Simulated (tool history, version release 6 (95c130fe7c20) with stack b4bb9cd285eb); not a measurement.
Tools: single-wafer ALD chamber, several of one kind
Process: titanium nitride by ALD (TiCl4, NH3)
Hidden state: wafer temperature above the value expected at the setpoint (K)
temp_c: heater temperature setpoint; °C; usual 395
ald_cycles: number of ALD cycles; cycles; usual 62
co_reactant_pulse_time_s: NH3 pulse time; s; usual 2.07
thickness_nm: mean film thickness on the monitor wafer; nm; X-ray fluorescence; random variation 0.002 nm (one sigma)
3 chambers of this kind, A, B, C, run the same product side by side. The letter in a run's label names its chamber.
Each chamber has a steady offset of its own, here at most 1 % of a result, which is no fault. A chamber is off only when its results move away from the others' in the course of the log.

run,hour,temp_c,ald_cycles,co_reactant_pulse_time_s,hours since the last thermocouple change,"read-back reference wafer on the same gauge, thickness_nm",thickness_nm
1B,4.2,395,62,2.07,1176.9,1.4094,1.3718
2C,12.4,395,62,2.07,294.8,1.4092,1.3665
3A,19.9,395,62,2.07,648.6,1.4093,1.3510
4B,25.3,395,62,2.07,1198.0,1.4089,1.3741
5A,33.8,395,62,2.07,662.5,1.4087,1.3538
6C,39.7,395,62,2.07,322.1,1.4087,1.3645
7C,44.6,395,62,2.07,327.0,1.4080,1.3596
8B,51.9,395,62,2.07,1224.6,1.4080,1.3690
9A,60.1,395,62,2.07,688.8,1.4076,1.3538
10A,64.3,391,62,2.07,693.0,1.4077,1.3469
11C,70.7,391,62,2.07,353.1,1.4073,1.3599
12B,77.1,391,62,2.07,1249.8,1.4067,1.3690
13B,82.8,395,62,2.07,1255.5,1.4061,1.3711
14A,88.9,395,62,2.07,717.6,1.4067,1.3513
15C,95.4,395,62,2.07,377.8,1.4065,1.3659
16B,102.3,395,62,2.07,1275.0,1.4062,1.3633
17C,110.1,395,62,2.07,392.5,1.4058,1.3614
18A,118.2,395,58,1.54,746.9,1.4051,1.2474
19C,123.8,395,58,1.54,406.2,1.4055,1.2529
20B,128.2,395,58,1.54,1300.9,1.4044,1.2583
21A,132.4,395,62,2.07,761.1,1.4041,1.3502
22A,139.4,395,62,2.07,768.1,1.4048,1.3462
23C,145.3,395,62,2.07,427.7,1.4040,1.3627
24B,153.7,395,62,2.07,1326.4,1.4039,1.3708
25A,160.1,395,62,2.07,788.8,1.4034,1.3509
26C,164.9,395,62,2.07,447.3,1.4038,1.3602
27B,170.7,403,62,2.44,1343.4,1.4029,1.3801
28A,177.1,403,62,2.44,805.8,1.4032,1.3645
29C,181.8,403,62,2.44,464.2,1.4027,1.3737
30B,187.2,395,62,2.07,1359.9,1.4025,1.3607
31C,192.3,395,62,2.07,474.7,1.4027,1.3580
32B,196.4,395,62,2.07,1369.1,1.4018,1.3652
33A,201.7,395,50,2.07,830.4,1.4020,1.0864

Is one chamber off against the others, does the gauge drift, or is nothing wrong? If a chamber is off, say which, and what the likeliest cause is.

The gauge drifts, so all chambers seem to drift together. No chamber is off.
Cause: gauge reads low (%) = 0.595.

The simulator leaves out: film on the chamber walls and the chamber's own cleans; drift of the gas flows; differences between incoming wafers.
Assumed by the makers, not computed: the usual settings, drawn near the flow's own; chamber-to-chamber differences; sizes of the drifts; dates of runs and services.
